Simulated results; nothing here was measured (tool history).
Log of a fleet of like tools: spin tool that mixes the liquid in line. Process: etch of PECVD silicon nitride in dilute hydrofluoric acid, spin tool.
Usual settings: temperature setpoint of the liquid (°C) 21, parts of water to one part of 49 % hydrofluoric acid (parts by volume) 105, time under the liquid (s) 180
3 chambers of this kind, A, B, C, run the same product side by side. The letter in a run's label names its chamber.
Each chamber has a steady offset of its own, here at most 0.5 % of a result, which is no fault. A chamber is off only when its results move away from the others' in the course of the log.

run,hour,temperature setpoint of the liquid (°C),parts of water to one part of 49 % hydrofluoric acid (parts by volume),time under the liquid (s),hours since the thermometer was replaced,hours since the hydrofluoric acid flow meter was replaced,"read-back film thickness of the PECVD silicon nitride reference wafer, read on the same gauge (nm)",thickness taken off the PECVD silicon nitride on a monitor wafer (angstrom)
1A,3.8,21,105,180,66.8,1117.2,80.022,23.415
2C,7.5,21,105,180,38,1199.5,79.998,23.882
3B,13.7,21,105,180,502.5,719.6,79.998,23.786
4B,20.4,21,105,180,509.2,726.3,79.989,23.772
5A,27.4,21,105,180,90.4,1140.8,80.006,23.911
6C,34.3,25,105,95,64.8,1226.3,80.044,16.488
7B,37.7,25,105,95,526.5,743.6,80.023,16.239
8A,43.9,25,105,95,106.9,1157.3,80.027,16.261
9C,51.1,21,105,180,81.6,1243.1,79.998,24.611
10A,55.2,21,105,180,118.2,1168.6,79.993,23.226
11B,59.5,21,105,180,548.3,765.4,79.985,23.022
12C,64.1,21,105,180,94.6,1256.1,80.003,23.785
13C,69.5,21,105,180,100,1261.5,80,23.9
14B,74.6,21,105,180,563.4,780.5,80.008,22.286
15A,78.1,19,105,180,141.1,1191.5,79.97,21.061
16A,83.6,19,105,180,146.6,1197,80.001,20.438
17C,91,19,105,180,121.5,1283,79.992,20.893
18B,96.6,21,105,180,585.4,802.5,79.999,22.28
19B,99.8,21,105,180,588.6,805.7,80.016,21.933
20A,103.4,21,105,180,166.4,1216.8,80.008,23.902
21C,108.3,21,105,180,138.8,1300.3,80.012,24.168
22B,112.8,21,155,115,601.6,818.7,79.985,9.5112
23A,119.8,21,155,115,182.8,1233.2,79.972,10.27
24C,123.1,21,155,115,153.6,1315.1,80.007,10.442

What goes on in this fleet: one chamber off, a drifting gauge, or nothing beyond the chambers' own small offsets? Name the chamber and the cause, if any.

Chamber B drifts away from the others.
Cause: liquid colder than its thermometer reads (K) = 2.12.
The log may not tell that from: hydrofluoric acid flow below the setpoint (%).

Here are 4 candidates for chamber B's next run, each the usual settings with a change, their results left as question marks. Which one brings its results back in line with what the others give on the usual settings?
In line means no further than this from the other chambers' mean on the usual settings: thickness taken off the PECVD silicon nitride on a monitor wafer (angstrom) 1.1
25B-1,128.4,21,100,180,,,,?
25B-2,128.4,21,105,170,,,,?
25B-3,128.4,20.5,105,160,,,,?
25B-4,128.4,21.5,105,200,,,,?

The other chambers' mean on the usual settings: thickness taken off the PECVD silicon nitride on a monitor wafer (angstrom) 23.804
run,thickness taken off the PECVD silicon nitride on a monitor wafer (angstrom)
25B-1,21.903
25B-2,19.731
25B-3,17.943
25B-4,24.021
25B-4 brings the chamber back in line.
